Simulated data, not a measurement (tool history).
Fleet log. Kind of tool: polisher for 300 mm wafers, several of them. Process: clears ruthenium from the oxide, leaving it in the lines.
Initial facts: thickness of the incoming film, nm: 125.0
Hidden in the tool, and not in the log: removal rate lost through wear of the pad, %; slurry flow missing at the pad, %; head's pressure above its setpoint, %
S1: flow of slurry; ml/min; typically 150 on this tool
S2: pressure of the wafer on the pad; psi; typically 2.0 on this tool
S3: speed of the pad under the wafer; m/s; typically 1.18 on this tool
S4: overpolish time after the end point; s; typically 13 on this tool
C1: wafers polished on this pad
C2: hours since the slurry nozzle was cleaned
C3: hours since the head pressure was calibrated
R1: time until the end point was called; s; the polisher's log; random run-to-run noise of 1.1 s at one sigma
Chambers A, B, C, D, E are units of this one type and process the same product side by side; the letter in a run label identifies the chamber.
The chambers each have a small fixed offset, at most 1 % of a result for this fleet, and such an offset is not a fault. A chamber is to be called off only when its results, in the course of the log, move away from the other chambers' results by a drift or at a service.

run   hour   S1   S2    S3  S4    C1     C2      C3       R1
 1B    6.6  150  2.0  1.18  13   145  512.5   844.8   87.905
      10.0  -- chamber D: slurry nozzle cleaned
 2D   15.0  150  2.0  1.18  13   488    5.1   846.4   91.525
      16.8  -- chamber C: worn pad replaced by a new one
      21.8  -- chamber E: worn pad replaced by a new one
 3C   22.2  150  2.0  1.18  13    62  299.6   557.7   90.252
 4A   30.8  150  2.0  1.18  13  1247  410.1   434.7   90.104
      33.8  -- chamber D: worn pad replaced by a new one
 5E   38.2  150  2.0  1.18  13   190  141.4   420.3   88.938
 6A   42.6  150  2.0  1.18  13  1384  421.9   446.5   89.413
 7B   50.4  150  2.0  1.18  13   653  556.3   888.6   87.447
      50.6  -- chamber B: worn pad replaced by a new one
      53.3  -- chamber B: slurry nozzle cleaned
      53.7  -- chamber B: head pressure recalibrated
      56.5  -- chamber C: head pressure recalibrated
 8D   57.8  150  2.0  1.18  13   278   47.9   889.2   89.999
      61.0  -- chamber A: worn pad replaced by a new one
 9C   62.8  150  2.0  1.18  13   533  340.2     6.4   89.630
10E   69.5  150  2.0  1.18  13   554  172.7   451.6   87.274
11C   74.5  150  2.6  1.18  13   669  351.9    18.1   68.460
      77.2  -- chamber C: worn pad replaced by a new one
12E   81.0  150  2.6  1.18  13   687  184.2   463.1   68.416
      87.1  -- chamber E: worn pad replaced by a new one
13A   87.9  150  2.6  1.18  13   312  467.2   491.8   67.394
14B   95.1  150  2.6  1.18  13   516   41.9    41.5   68.198
      95.7  -- chamber D: worn pad replaced by a new one
15D  103.3  150  2.6  1.18  13    88   93.4   934.7   67.680
16E  108.7  150  2.0  1.18  13   250  211.9   490.8   87.283
17C  113.5  150  2.0  1.18  13   422  390.9    57.1   90.161
     120.3  -- chamber B: worn pad replaced by a new one
18A  121.8  150  2.0  1.18  13   706  501.1   525.7   88.417
19B  126.1  150  2.0  1.18  13    67   72.9    72.5   88.790
     127.4  -- chamber C: worn pad replaced by a new one
20D  131.8  150  2.0  1.18  13   419  121.9   963.2   90.505
21E  139.1  150  2.4  1.18  13   603  242.3   521.2   71.847
22D  144.6  150  2.4  1.18  13   567  134.7   976.0   73.026
23B  150.3  150  2.4  1.18  13   348   97.1    96.7   75.193
24A  155.9  150  2.4  1.18  13  1101  535.2   559.8   74.254
     156.8  -- chamber D: worn pad replaced by a new one
     158.0  -- chamber E: worn pad replaced by a new one
25C  160.0  150  2.4  1.18  13   379  437.4   103.6   75.408
     163.3  -- chamber E: slurry nozzle cleaned
26C  163.8  150  2.0  1.18  13   423  441.2   107.4   88.929
27D  169.7  150  2.0  1.18  13   150  159.8  1001.1   88.412
     169.8  -- chamber A: worn pad replaced by a new one
     175.2  -- chamber B: worn pad replaced by a new one
     176.0  -- chamber C: worn pad replaced by a new one
28B  177.6  150  2.0  1.18  13    28  124.4   124.0   87.460
29A  185.6  105  2.0  1.18  17   183  564.9   589.5   94.760
30E  191.2  105  2.0  1.18  17   385   28.0   573.3   94.643
     196.1  -- chamber C: slurry nozzle cleaned
31C  198.9  105  2.0  1.18  17   266    2.8   142.5   97.951
32A  204.4  105  2.0  1.18  17   401  583.7   608.3   97.016
33B  210.9  105  2.0  1.18  17   415  157.7   157.3   96.373
     211.0  -- chamber E: worn pad replaced by a new one
     216.7  -- chamber D: worn pad replaced by a new one
34D  217.0  150  2.0  1.18  13     4  207.1  1048.4   87.649
35E  223.7  150  2.0  0.98  18   147   60.5   605.8  107.480
36C  230.1  150  2.0  0.98  18   628   34.0   173.7  110.250
37D  234.3  150  2.0  0.98  18   204  224.4  1065.7  106.090
     237.3  -- chamber C: worn pad replaced by a new one
38A  240.1  150  2.0  0.98  18   816  619.4   644.0  107.310
     243.6  -- chamber B: worn pad replaced by a new one
39E  245.9  150  2.0  0.98  18   405   82.7   628.0  106.010
40B  253.6  150  2.0  1.18  13   116  200.4   200.0   88.578
41D  259.9  150  2.0  1.18  13   501  250.0  1091.3   90.810
     263.8  -- chamber E: worn pad replaced by a new one
42E  267.0  150  2.0  1.18  13    38  103.8   649.1   88.880
43B  273.1  150  2.0  1.18  13   342  219.9   219.5   88.905
44C  277.1  150  2.0  1.18  13   462   81.0   220.7   89.446

Read the log: is a single chamber off, either drifting away or since a service, is the gauge that measures every chamber drifting, or is nothing wrong beyond small per-chamber offsets? Name any odd chamber and what most likely caused it.

Beyond each chamber's small constant offset nothing stands out, and the gauge stays steady.

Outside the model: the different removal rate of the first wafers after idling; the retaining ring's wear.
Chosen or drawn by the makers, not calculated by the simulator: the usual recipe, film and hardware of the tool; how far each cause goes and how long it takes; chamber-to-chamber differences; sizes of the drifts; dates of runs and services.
